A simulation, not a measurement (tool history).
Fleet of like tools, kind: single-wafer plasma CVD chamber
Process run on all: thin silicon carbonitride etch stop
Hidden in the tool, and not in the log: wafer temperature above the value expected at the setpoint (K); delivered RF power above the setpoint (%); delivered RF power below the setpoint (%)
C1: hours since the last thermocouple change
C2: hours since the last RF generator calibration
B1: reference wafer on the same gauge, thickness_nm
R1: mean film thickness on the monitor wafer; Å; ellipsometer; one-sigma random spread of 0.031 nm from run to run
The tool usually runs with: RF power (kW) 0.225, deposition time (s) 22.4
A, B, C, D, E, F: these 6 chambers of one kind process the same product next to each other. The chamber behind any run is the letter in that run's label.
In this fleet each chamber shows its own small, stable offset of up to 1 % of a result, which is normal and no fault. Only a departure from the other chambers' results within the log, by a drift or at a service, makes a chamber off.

Run 1F, day 0.167: usual settings; C1 1044.1; C2 1011.4; B1 13.9. Result: R1 131.42 Å.
Run 2E, day 0.492: usual settings; C1 554.8; C2 1219; B1 13.888. Result: R1 132.79 Å.
Run 3D, day 0.65: usual settings; C1 390.7; C2 1356.9; B1 13.899. Result: R1 132.02 Å.
Run 4C, day 0.942: usual settings; C1 831; C2 630.3; B1 13.9. Result: R1 131.13 Å.
Run 5A, day 1.108: usual settings; C1 1752.7; C2 312.6; B1 13.896. Result: R1 130.97 Å.
Run 6B, day 1.325: usual settings but RF power (kW) 0.25, deposition time (s) 25.1; C1 1475.6; C2 506.5; B1 13.889. Result: R1 152.46 Å.
Run 7B, day 1.612: usual settings but RF power (kW) 0.25, deposition time (s) 25.1; C1 1482.5; C2 513.4; B1 13.894. Result: R1 152.59 Å.
Run 8C, day 1.95: usual settings but RF power (kW) 0.25, deposition time (s) 25.1; C1 855.2; C2 654.5; B1 13.913. Result: R1 152.7 Å.
Run 9E, day 2.179: usual settings but RF power (kW) 0.25, deposition time (s) 25.1; C1 595.3; C2 1259.5; B1 13.902. Result: R1 153.95 Å.
Run 10D, day 2.512: usual settings but RF power (kW) 0.25, deposition time (s) 25.1; C1 435.4; C2 1401.6; B1 13.903. Result: R1 153.36 Å.
Run 11A, day 2.833: usual settings but RF power (kW) 0.25, deposition time (s) 25.1; C1 1794.1; C2 354; B1 13.908. Result: R1 151.82 Å.
At day 2.838: chamber F: RF generator calibrated.
Run 12F, day 3.146: usual settings; C1 1115.6; C2 7.4; B1 13.896. Result: R1 131.57 Å.
At day 3.425: chamber A: thermocouple changed; heater temperature recalibrated.
Run 13A, day 3.45: usual settings; C1 0.7; C2 368.8; B1 13.901. Result: R1 131.83 Å.
Run 14E, day 3.775: usual settings but RF power (kW) 0.205; C1 633.6; C2 1297.8; B1 13.902. Result: R1 129.47 Å.
Run 15D, day 3.95: usual settings but RF power (kW) 0.205; C1 469.9; C2 1436.1; B1 13.894. Result: R1 128.61 Å.
Run 16C, day 4.162: usual settings but RF power (kW) 0.205; C1 908.3; C2 707.6; B1 13.902. Result: R1 127.36 Å.
Run 17F, day 4.471: usual settings but RF power (kW) 0.205; C1 1147.4; C2 39.2; B1 13.895. Result: R1 127.74 Å.
Run 18B, day 4.667: usual settings but RF power (kW) 0.205; C1 1555.8; C2 586.7; B1 13.895. Result: R1 128.63 Å.
Run 19D, day 5.012: usual settings but RF power (kW) 0.205; C1 495.4; C2 1461.6; B1 13.909. Result: R1 128.84 Å.
Run 20C, day 5.183: usual settings; C1 932.8; C2 732.1; B1 13.894. Result: R1 130.68 Å.
Run 21E, day 5.342: usual settings; C1 671.2; C2 1335.4; B1 13.892. Result: R1 132.91 Å.
Run 22F, day 5.508: usual settings; C1 1172.3; C2 64.1; B1 13.895. Result: R1 131.57 Å.
Run 23A, day 5.821: usual settings; C1 57.6; C2 425.7; B1 13.892. Result: R1 131.77 Å.
Run 24B, day 5.983: usual settings; C1 1587.4; C2 618.3; B1 13.894. Result: R1 131.98 Å.
Run 25D, day 6.179: usual settings; C1 523.4; C2 1489.6; B1 13.903. Result: R1 132.36 Å.
Run 26F, day 6.383: usual settings but RF power (kW) 0.205, deposition time (s) 19.3; C1 1193.3; C2 85.1; B1 13.893. Result: R1 110.46 Å.
Run 27E, day 6.712: usual settings but RF power (kW) 0.205, deposition time (s) 19.3; C1 704.1; C2 1368.3; B1 13.906. Result: R1 111.26 Å.
Run 28B, day 6.875: usual settings but RF power (kW) 0.205, deposition time (s) 19.3; C1 1608.8; C2 639.7; B1 13.898. Result: R1 110.95 Å.
Run 29C, day 7.042: usual settings but RF power (kW) 0.205, deposition time (s) 19.3; C1 977.4; C2 776.7; B1 13.891. Result: R1 108.7 Å.
Run 30A, day 7.321: usual settings but RF power (kW) 0.205, deposition time (s) 19.3; C1 93.6; C2 461.7; B1 13.901. Result: R1 109.71 Å.
Run 31F, day 7.471: usual settings but RF power (kW) 0.205, deposition time (s) 19.3; C1 1219.4; C2 111.2; B1 13.897. Result: R1 110.04 Å.
Run 32E, day 7.633: usual settings; C1 726.2; C2 1390.4; B1 13.893. Result: R1 133.42 Å.
Run 33D, day 7.812: usual settings; C1 562.6; C2 1528.8; B1 13.905. Result: R1 132.04 Å.
Run 34C, day 8.075: usual settings; C1 1002.2; C2 801.5; B1 13.894. Result: R1 129.39 Å.
Run 35A, day 8.396: usual settings; C1 119.4; C2 487.5; B1 13.892. Result: R1 131.38 Å.
Run 36B, day 8.7: usual settings; C1 1652.6; C2 683.5; B1 13.907. Result: R1 132.72 Å.
Run 37E, day 8.854: usual settings but RF power (kW) 0.24; C1 755.5; C2 1419.7; B1 13.901. Result: R1 135.37 Å.
Run 38D, day 9.029: usual settings but RF power (kW) 0.24; C1 591.8; C2 1558; B1 13.899. Result: R1 134.7 Å.
Run 39F, day 9.358: usual settings but RF power (kW) 0.24; C1 1264.7; C2 156.5; B1 13.899. Result: R1 134.41 Å.

Has any chamber moved away from the others, gradually or after a service, or does the common gauge drift, or do the chambers differ only by their own small steady offsets? State the chamber and the most likely cause if one applies.

It is chamber C that slowly wanders off from its peers.
Most likely cause: delivered RF power below the setpoint (%) = 7.34.

Here are 4 candidates for chamber C's next run, each the usual settings with a change, their results left as question marks. Which one brings its results back in line with what the others give on the usual settings?
Allowed miss from the other chambers' usual-settings mean, per result, to count as in line: R1 1.1 Å
Run 40C-1, day 9.608: usual settings but deposition time (s) 22.1. Result: R1 ?.
Run 40C-2, day 9.608: usual settings but deposition time (s) 23. Result: R1 ?.
Run 40C-3, day 9.608: usual settings but deposition time (s) 22.7. Result: R1 ?.
Run 40C-4, day 9.608: usual settings but deposition time (s) 21.8. Result: R1 ?.

Other chambers, usual settings, mean: R1 132.05 Å
  run      R1
40C-1  126.92
40C-2  132.09
40C-3  130.36
40C-4   125.2
40C-2 puts the chamber back in line with the other chambers.
